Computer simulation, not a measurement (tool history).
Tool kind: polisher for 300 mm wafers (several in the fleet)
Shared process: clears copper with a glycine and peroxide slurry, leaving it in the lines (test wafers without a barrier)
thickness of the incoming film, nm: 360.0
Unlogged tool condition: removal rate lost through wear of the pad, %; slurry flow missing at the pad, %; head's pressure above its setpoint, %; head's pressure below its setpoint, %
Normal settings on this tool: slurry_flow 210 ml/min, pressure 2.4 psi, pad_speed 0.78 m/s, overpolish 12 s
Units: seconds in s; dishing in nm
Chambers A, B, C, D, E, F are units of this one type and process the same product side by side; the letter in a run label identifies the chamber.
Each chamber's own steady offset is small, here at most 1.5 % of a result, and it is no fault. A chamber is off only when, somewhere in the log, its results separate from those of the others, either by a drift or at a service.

run	day	slurry_flow	pressure	pad_speed	overpolish	wafers polished on this pad	hours since the slurry nozzle was cleaned	hours since the head pressure was calibrated	seconds	dishing
1F	0.388	210	2.4	0.78	12	960	130.3	315.1	87.617	36.249
2A	0.792	210	2.4	0.78	12	1328	157.5	673.3	89.854	35.982
# day 0.883: chamber F: worn pad replaced by a new one
# day 0.992: chamber A: worn pad replaced by a new one
# day 1.1: chamber F: head pressure recalibrated
3E	1.154	210	2.4	0.78	12	888	575.3	680.1	87.577	35.479
4C	1.542	210	2.4	0.78	12	1073	542	225.3	88.649	34.145
# day 1.688: chamber B: worn pad replaced by a new one
# day 1.842: chamber E: worn pad replaced by a new one
# day 1.862: chamber D: worn pad replaced by a new one
5B	2.083	210	2.4	0.78	12	93	488.6	333.5	88.56	35.145
6D	2.358	210	2.4	0.78	12	116	808.7	469.6	87.593	35.159
7A	2.692	210	2.4	0.78	12	397	203.1	718.9	88.89	35.669
8E	3.125	210	2.4	0.78	12	299	622.6	727.4	86.962	35.952
# day 3.304: chamber A: slurry nozzle cleaned
9C	3.604	175	2.4	0.78	12	1554	591.5	274.8	92.455	34.859
# day 3.617: chamber C: slurry nozzle cleaned
10B	4.112	175	2.4	0.78	12	567	537.3	382.2	89.063	34.48
# day 4.404: chamber C: head pressure recalibrated
11F	4.558	175	2.4	0.78	12	858	230.4	83.1	90.972	35.396
# day 4.833: chamber D: slurry nozzle cleaned
12D	4.904	175	2.4	0.78	12	711	1.7	530.7	88.982	34.393
# day 5.062: chamber B: head pressure recalibrated
13F	5.196	175	2.4	0.78	12	1007	245.7	98.4	89.494	35.718
14D	5.588	175	2.4	0.78	12	870	18.1	547.1	88.761	34.074
# day 5.825: chamber E: worn pad replaced by a new one
# day 5.833: chamber F: worn pad replaced by a new one
# day 5.883: chamber B: worn pad replaced by a new one
15C	6.15	210	2.4	0.78	12	2149	60.9	42	88.768	34.402
16B	6.596	210	2.4	0.78	12	166	596.9	36.9	88.054	35.89
# day 6.879: chamber A: worn pad replaced by a new one
# day 7.096: chamber F: slurry nozzle cleaned
# day 7.112: chamber E: slurry nozzle cleaned
17A	7.208	210	2.4	0.78	12	77	93.7	827.3	86.602	35.12
18E	7.575	210	2.4	0.78	12	409	11.1	834.2	88.128	36.632
19C	8.042	210	2.4	0.78	12	2591	106.3	87.4	91.659	34.521
# day 8.458: chamber D: worn pad replaced by a new one
20F	8.621	210	2.4	0.78	12	651	36.6	180.6	88.16	35.545
21E	9.071	210	2.4	0.78	12	758	47	870.1	86.692	35.624
# day 9.092: chamber B: worn pad replaced by a new one
22D	9.533	210	2.4	0.78	12	251	112.8	641.8	87.503	35.171
# day 9.833: chamber E: worn pad replaced by a new one
23B	9.862	210	2.4	0.78	12	180	675.3	115.3	87.542	36.162
24A	10.429	185	2.4	0.94	12	829	171	904.6	77.247	39.558
# day 10.942: chamber F: worn pad replaced by a new one
25F	10.946	185	2.4	0.94	12	1	92.4	236.4	75.924	39.237
26C	11.225	185	2.4	0.94	12	3334	182.7	163.8	81.308	37.47
27E	11.788	185	2.4	0.94	12	456	112.2	935.3	76.355	40.065
# day 12.029: chamber D: head pressure recalibrated
28B	12.358	185	2.4	0.94	12	763	735.2	175.2	77.717	39.816
# day 12.408: chamber B: slurry nozzle cleaned
# day 12.462: chamber A: worn pad replaced by a new one
29A	12.696	185	2.4	0.94	12	55	225.4	959	77.686	40.4
# day 12.7: chamber B: worn pad replaced by a new one
# day 12.808: chamber A: slurry nozzle cleaned
30D	13.092	210	2.4	0.78	12	1082	198.2	25.5	85.78	35.019
31A	13.521	210	2.4	0.78	12	247	17.2	978.8	87.757	35.656
32D	13.938	210	2.4	0.78	12	1279	218.5	45.8	88.364	35.21
# day 14.05: chamber E: worn pad replaced by a new one
# day 14.092: chamber D: worn pad replaced by a new one
33E	14.208	210	2.4	0.78	12	37	170.3	993.4	86.734	35.631
34F	14.504	210	2.4	0.78	12	832	177.8	321.8	88.377	35.507
# day 14.65: chamber A: head pressure recalibrated
35B	14.792	210	2.4	0.78	12	488	57.3	233.6	88.063	36.601
# day 14.817: chamber F: head pressure recalibrated
36C	15.308	210	2.4	0.78	12	4288	280.7	261.8	96.013	32.484
37E	15.85	210	2.4	0.78	12	420	209.7	1032.8	88.599	35.176
38B	16.2	210	2.4	0.78	12	817	91.1	267.4	87.874	35.562
# day 16.521: chamber F: worn pad replaced by a new one
39C	16.8	210	2.4	0.78	12	4636	316.5	297.6	97.947	31.805
40F	17.296	210	2.4	0.94	8	181	244.8	59.6	76.252	28.324
# day 17.842: chamber E: worn pad replaced by a new one
41D	17.867	210	2.4	0.94	8	882	312.8	140.1	75.032	28.027
# day 18.071: chamber A: worn pad replaced by a new one
42A	18.217	210	2.4	0.94	8	34	129.9	85.6	75.845	28.716
43E	18.65	210	2.4	0.94	8	189	276.9	1100	74.534	28.172

Is one chamber off against the others, does the gauge drift, or is nothing wrong? If a chamber is off, say which, and what the likeliest cause is.

Little by little, chamber C moves away from the other chambers.
What lies behind it: removal rate lost through wear of the pad, % = 12.1.

Below are 4 candidate recipes for chamber C's next run, each the usual settings with a change, their results shown as question marks. Which of them brings C's results back in line with what the other chambers give on the usual settings?
Allowed miss from the other chambers' usual-settings mean, per result, to count as in line: seconds 3.1 s; dishing 1.9 nm
44C-1	19.092	205	2.1	0.68	12				?	?
44C-2	19.092	215	2.6	0.84	12				?	?
44C-3	19.092	215	2.7	0.88	12				?	?
44C-4	19.092	205	2.2	0.72	12				?	?

What the other chambers average on the usual settings: seconds 87.567 s; dishing 35.547 nm
run	seconds	dishing
44C-1	121.66	26.316
44C-2	87.563	35.556
44C-3	81.822	37.79
44C-4	112.81	28.21
With 44C-2, the chamber falls back in line with the rest.

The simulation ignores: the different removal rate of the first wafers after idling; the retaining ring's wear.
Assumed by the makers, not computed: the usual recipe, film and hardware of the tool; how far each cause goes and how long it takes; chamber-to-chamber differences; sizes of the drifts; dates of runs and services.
